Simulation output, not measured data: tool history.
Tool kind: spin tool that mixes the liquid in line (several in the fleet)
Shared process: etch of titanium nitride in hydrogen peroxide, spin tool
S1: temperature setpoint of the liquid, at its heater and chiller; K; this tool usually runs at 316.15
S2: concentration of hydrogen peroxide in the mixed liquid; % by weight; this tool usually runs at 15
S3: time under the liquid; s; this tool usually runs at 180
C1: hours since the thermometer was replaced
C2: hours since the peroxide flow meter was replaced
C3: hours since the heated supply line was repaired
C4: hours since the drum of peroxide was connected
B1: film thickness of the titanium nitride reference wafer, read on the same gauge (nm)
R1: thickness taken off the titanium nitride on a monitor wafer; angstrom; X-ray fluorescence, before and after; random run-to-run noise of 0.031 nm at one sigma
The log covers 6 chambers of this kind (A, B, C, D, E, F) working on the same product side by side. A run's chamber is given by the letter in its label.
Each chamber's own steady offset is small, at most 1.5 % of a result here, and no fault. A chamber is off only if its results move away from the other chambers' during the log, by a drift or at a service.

Run 1C, hour 6.3: usual settings; C1 2432.1; C2 382.3; C3 383.7; C4 355.2; B1 69.99. Result: R1 41.357 angstrom.
Run 2D, hour 9.7: usual settings; C1 703.1; C2 2067.2; C3 539.9; C4 192.6; B1 69.995. Result: R1 41.103 angstrom.
Run 3E, hour 16.2: usual settings; C1 205.2; C2 1272.8; C3 2203; C4 441.6; B1 69.995. Result: R1 41.031 angstrom.
At hour 18.4: chamber E: heated supply line repaired.
Run 4F, hour 21.8: usual settings; C1 1397.1; C2 781.2; C3 550.9; C4 663.1; B1 70.004. Result: R1 40.655 angstrom.
Run 5B, hour 26.4: usual settings; C1 1430.1; C2 764.6; C3 212.3; C4 494; B1 69.998. Result: R1 40.829 angstrom.
Run 6A, hour 29.6: usual settings; C1 909.2; C2 274.9; C3 717.1; C4 601.6; B1 69.975. Result: R1 40.917 angstrom.
Run 7F, hour 32.7: usual settings; C1 1408; C2 792.1; C3 561.8; C4 674; B1 70.025. Result: R1 40.356 angstrom.
Run 8D, hour 37.8: usual settings; C1 731.2; C2 2095.3; C3 568; C4 220.7; B1 69.997. Result: R1 40.851 angstrom.
Run 9A, hour 42.8: usual settings; C1 922.4; C2 288.1; C3 730.3; C4 614.8; B1 70.006. Result: R1 40.85 angstrom.
At hour 46.9: chamber C: new drum of peroxide connected.
Run 10C, hour 48.4: usual settings; C1 2474.2; C2 424.4; C3 425.8; C4 1.6; B1 69.974. Result: R1 41.397 angstrom.
Run 11B, hour 52.8: usual settings; C1 1456.5; C2 791; C3 238.7; C4 520.4; B1 69.973. Result: R1 40.778 angstrom.
Run 12E, hour 58.1: usual settings; C1 247.1; C2 1314.7; C3 39.7; C4 483.5; B1 69.992. Result: R1 40.857 angstrom.
At hour 62.6: chamber B: new drum of peroxide connected.
Run 13F, hour 64: usual settings; C1 1439.3; C2 823.4; C3 593.1; C4 705.3; B1 70. Result: R1 40.502 angstrom.
Run 14E, hour 68.8: usual settings but S1 308.65 K, S2 12 % by weight; C1 257.8; C2 1325.4; C3 50.4; C4 494.2; B1 70.008. Result: R1 21.969 angstrom.
Run 15D, hour 75: usual settings but S1 308.65 K, S2 12 % by weight; C1 768.4; C2 2132.5; C3 605.2; C4 257.9; B1 70.026. Result: R1 22.009 angstrom.
Run 16B, hour 80.1: usual settings but S1 308.65 K, S2 12 % by weight; C1 1483.8; C2 818.3; C3 266; C4 17.5; B1 70.01. Result: R1 21.735 angstrom.
Run 17A, hour 83.1: usual settings but S1 308.65 K, S2 12 % by weight; C1 962.7; C2 328.4; C3 770.6; C4 655.1; B1 70.024. Result: R1 22.227 angstrom.
Run 18C, hour 89.3: usual settings but S1 308.65 K, S2 12 % by weight; C1 2515.1; C2 465.3; C3 466.7; C4 42.5; B1 69.972. Result: R1 22.274 angstrom.
Run 19E, hour 92.3: usual settings but S1 308.65 K, S2 12 % by weight; C1 281.3; C2 1348.9; C3 73.9; C4 517.7; B1 69.981. Result: R1 21.789 angstrom.
Run 20A, hour 98.8: usual settings but S3 105 s; C1 978.4; C2 344.1; C3 786.3; C4 670.8; B1 70.019. Result: R1 24.15 angstrom.
At hour 100.6: chamber D: peroxide flow meter replaced.
Run 21B, hour 103.1: usual settings but S3 105 s; C1 1506.8; C2 841.3; C3 289; C4 40.5; B1 69.971. Result: R1 24.159 angstrom.
Run 22F, hour 108.8: usual settings but S3 105 s; C1 1484.1; C2 868.2; C3 637.9; C4 750.1; B1 70.017. Result: R1 23.823 angstrom.
Run 23D, hour 112.3: usual settings but S3 105 s; C1 805.7; C2 11.8; C3 642.5; C4 295.2; B1 70.016. Result: R1 23.046 angstrom.
Run 24C, hour 117: usual settings but S3 105 s; C1 2542.8; C2 493; C3 494.4; C4 70.2; B1 69.984. Result: R1 24.196 angstrom.
Run 25B, hour 120.5: usual settings but S3 105 s; C1 1524.2; C2 858.7; C3 306.4; C4 57.9; B1 69.979. Result: R1 23.782 angstrom.
Run 26F, hour 126.2: usual settings; C1 1501.5; C2 885.6; C3 655.3; C4 767.5; B1 69.986. Result: R1 40.36 angstrom.
Run 27C, hour 129.9: usual settings; C1 2555.7; C2 505.9; C3 507.3; C4 83.1; B1 70.003. Result: R1 41.293 angstrom.
Run 28E, hour 134.4: usual settings; C1 323.4; C2 1391; C3 116; C4 559.8; B1 70.023. Result: R1 40.723 angstrom.
Run 29D, hour 137.4: usual settings; C1 830.8; C2 36.9; C3 667.6; C4 320.3; B1 69.995. Result: R1 38.63 angstrom.
Run 30A, hour 141.4: usual settings; C1 1021; C2 386.7; C3 828.9; C4 713.4; B1 69.953. Result: R1 40.605 angstrom.
Run 31D, hour 145.1: usual settings; C1 838.5; C2 44.6; C3 675.3; C4 328; B1 70.04. Result: R1 38.482 angstrom.
At hour 149.8: chamber A: new drum of peroxide connected.
Run 32B, hour 150: usual settings; C1 1553.7; C2 888.2; C3 335.9; C4 87.4; B1 69.998. Result: R1 40.941 angstrom.
Run 33A, hour 154.4: usual settings; C1 1034; C2 399.7; C3 841.9; C4 4.7; B1 70.037. Result: R1 41.056 angstrom.
Run 34F, hour 160.4: usual settings; C1 1535.7; C2 919.8; C3 689.5; C4 801.7; B1 69.98. Result: R1 40.81 angstrom.
Run 35E, hour 166: usual settings; C1 355; C2 1422.6; C3 147.6; C4 591.4; B1 69.995. Result: R1 41.046 angstrom.
Run 36C, hour 170.6: usual settings; C1 2596.4; C2 546.6; C3 548; C4 123.8; B1 70.001. Result: R1 41.585 angstrom.
Run 37F, hour 175.5: usual settings; C1 1550.8; C2 934.9; C3 704.6; C4 816.8; B1 69.997. Result: R1 40.458 angstrom.

Decide between three cases: one chamber stands off from its peers, the gauge reading all wafers drifts, or nothing is wrong past each chamber's small offset. Where a chamber is off, say which and what most likely put it there.

It is chamber D that slowly wanders off from its peers.
Cause: temperature lost on the way to the wafer (K) = 1.37.
It could be hard to tell apart here from: liquid colder than its thermometer reads (K).

Which of the 4 candidates below, each the usual settings with something changed and its results left as question marks, puts chamber D back in line with what the other chambers give on the usual settings?
Maximum distance from the other chambers' mean on the usual settings for a result to count as in line: R1 1.1 angstrom
Run 38D-1, hour 180.2: usual settings but S3 175 s. Result: R1 ?.
Run 38D-2, hour 180.2: usual settings but S1 317.15 K, S3 185 s. Result: R1 ?.
Run 38D-3, hour 180.2: usual settings but S3 185 s. Result: R1 ?.
Run 38D-4, hour 180.2: usual settings but S1 315.15 K, S3 175 s. Result: R1 ?.

What the other chambers average on the usual settings: R1 40.994 angstrom
  run      R1
38D-1   35.86
38D-2  40.836
38D-3  37.909
38D-4  33.249
Change 38D-2 lands the chamber within the allowed miss of the other chambers.
